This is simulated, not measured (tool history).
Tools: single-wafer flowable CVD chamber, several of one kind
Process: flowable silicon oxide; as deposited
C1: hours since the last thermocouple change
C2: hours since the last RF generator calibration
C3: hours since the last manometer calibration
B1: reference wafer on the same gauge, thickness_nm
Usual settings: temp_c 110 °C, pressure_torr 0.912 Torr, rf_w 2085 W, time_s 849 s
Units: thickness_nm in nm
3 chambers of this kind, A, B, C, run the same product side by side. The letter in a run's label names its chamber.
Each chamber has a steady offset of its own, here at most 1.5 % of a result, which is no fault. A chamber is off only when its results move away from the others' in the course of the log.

Run 1B, hour 3.3: usual settings; C1 899.3; C2 244.2; C3 500.5; B1 524.02. Result: thickness_nm 441.33 nm.
Run 2C, hour 6.2: usual settings; C1 1874.6; C2 601.1; C3 582.8; B1 524.04. Result: thickness_nm 440.68 nm.
Run 3A, hour 9.4: usual settings; C1 1112.1; C2 272.1; C3 555.4; B1 524.32. Result: thickness_nm 444.7 nm.
Run 4C, hour 15: usual settings; C1 1883.4; C2 609.9; C3 591.6; B1 524.1. Result: thickness_nm 440.58 nm.
Run 5B, hour 18.3: usual settings; C1 914.3; C2 259.2; C3 515.5; B1 524.22. Result: thickness_nm 442.51 nm.
Run 6A, hour 24: usual settings; C1 1126.7; C2 286.7; C3 570; B1 524.48. Result: thickness_nm 445.81 nm.
Run 7B, hour 26.8: usual settings; C1 922.8; C2 267.7; C3 524; B1 524.55. Result: thickness_nm 443.15 nm.
Run 8A, hour 31: usual settings; C1 1133.7; C2 293.7; C3 577; B1 524.6. Result: thickness_nm 444.83 nm.
Run 9C, hour 35.1: usual settings; C1 1903.5; C2 630; C3 611.7; B1 524.5. Result: thickness_nm 440.7 nm.
Run 10B, hour 40.2: usual settings; C1 936.2; C2 281.1; C3 537.4; B1 524.77. Result: thickness_nm 442.84 nm.
Run 11C, hour 44.4: usual settings; C1 1912.8; C2 639.3; C3 621; B1 524.61. Result: thickness_nm 441.35 nm.
Run 12A, hour 48.8: usual settings; C1 1151.5; C2 311.5; C3 594.8; B1 524.76. Result: thickness_nm 446.79 nm.
Run 13C, hour 53.7: usual settings; C1 1922.1; C2 648.6; C3 630.3; B1 524.9. Result: thickness_nm 440.89 nm.
Run 14A, hour 58.8: usual settings; C1 1161.5; C2 321.5; C3 604.8; B1 524.83. Result: thickness_nm 445.7 nm.
Run 15B, hour 61.8: usual settings; C1 957.8; C2 302.7; C3 559; B1 524.92. Result: thickness_nm 442.35 nm.
Run 16C, hour 66.3: usual settings; C1 1934.7; C2 661.2; C3 642.9; B1 525.02. Result: thickness_nm 441.82 nm.
Run 17B, hour 69.1: usual settings; C1 965.1; C2 310; C3 566.3; B1 525.09. Result: thickness_nm 443.43 nm.
Run 18A, hour 72.1: usual settings; C1 1174.8; C2 334.8; C3 618.1; B1 525.28. Result: thickness_nm 446.48 nm.
Run 19A, hour 75.6: usual settings; C1 1178.3; C2 338.3; C3 621.6; B1 525.34. Result: thickness_nm 444.55 nm.
Run 20B, hour 81.6: usual settings; C1 977.6; C2 322.5; C3 578.8; B1 525.44. Result: thickness_nm 442.84 nm.
Run 21C, hour 87.1: usual settings; C1 1955.5; C2 682; C3 663.7; B1 525.35. Result: thickness_nm 441.92 nm.
Run 22C, hour 92.9: usual settings; C1 1961.3; C2 687.8; C3 669.5; B1 525.3. Result: thickness_nm 442.9 nm.
Run 23A, hour 95.7: usual settings; C1 1198.4; C2 358.4; C3 641.7; B1 525.44. Result: thickness_nm 445.38 nm.
Run 24B, hour 99.4: usual settings; C1 995.4; C2 340.3; C3 596.6; B1 525.5. Result: thickness_nm 442.23 nm.
Run 25C, hour 104.8: usual settings; C1 1973.2; C2 699.7; C3 681.4; B1 525.63. Result: thickness_nm 441.94 nm.
Run 26B, hour 108.3: usual settings; C1 1004.3; C2 349.2; C3 605.5; B1 525.79. Result: thickness_nm 443.33 nm.
Run 27A, hour 113.5: usual settings; C1 1216.2; C2 376.2; C3 659.5; B1 525.75. Result: thickness_nm 445.9 nm.
Run 28A, hour 119.7: usual settings; C1 1222.4; C2 382.4; C3 665.7; B1 525.98. Result: thickness_nm 445.93 nm.
Run 29C, hour 124.9: usual settings; C1 1993.3; C2 719.8; C3 701.5; B1 525.99. Result: thickness_nm 440.96 nm.
Run 30B, hour 130.2: usual settings; C1 1026.2; C2 371.1; C3 627.4; B1 526.25. Result: thickness_nm 443.77 nm.
Run 31B, hour 134.8: usual settings; C1 1030.8; C2 375.7; C3 632; B1 526.22. Result: thickness_nm 443.78 nm.
Run 32A, hour 137.8: usual settings; C1 1240.5; C2 400.5; C3 683.8; B1 526.19. Result: thickness_nm 447.4 nm.
Run 33C, hour 141.6: usual settings; C1 2010; C2 736.5; C3 718.2; B1 526.21. Result: thickness_nm 442.5 nm.
Run 34C, hour 147.5: usual settings but temp_c 96 °C; C1 2015.9; C2 742.4; C3 724.1; B1 526.33. Result: thickness_nm 702.46 nm.
Run 35A, hour 150.9: usual settings but temp_c 96 °C; C1 1253.6; C2 413.6; C3 696.9; B1 526.3. Result: thickness_nm 712.3 nm.
Run 36B, hour 156.1: usual settings but temp_c 96 °C; C1 1052.1; C2 397; C3 653.3; B1 526.46. Result: thickness_nm 704.85 nm.
Run 37A, hour 159.4: usual settings but pressure_torr 1.123 Torr, rf_w 2250 W; C1 1262.1; C2 422.1; C3 705.4; B1 526.66. Result: thickness_nm 581.1 nm.
Run 38B, hour 165.4: usual settings but pressure_torr 1.123 Torr, rf_w 2250 W; C1 1061.4; C2 406.3; C3 662.6; B1 526.67. Result: thickness_nm 577.26 nm.
Run 39C, hour 171.1: usual settings but pressure_torr 1.123 Torr, rf_w 2250 W; C1 2039.5; C2 766; C3 747.7; B1 526.68. Result: thickness_nm 574.46 nm.

Next, every chamber runs the same settings. What will each give?
Run 40A, hour 175.6: usual settings. Result: thickness_nm ?.
Run 40B, hour 175.6: usual settings. Result: thickness_nm ?.
Run 40C, hour 175.6: usual settings. Result: thickness_nm ?.

run  thickness_nm
40A        447.35
40B        444.73
40C        442.83

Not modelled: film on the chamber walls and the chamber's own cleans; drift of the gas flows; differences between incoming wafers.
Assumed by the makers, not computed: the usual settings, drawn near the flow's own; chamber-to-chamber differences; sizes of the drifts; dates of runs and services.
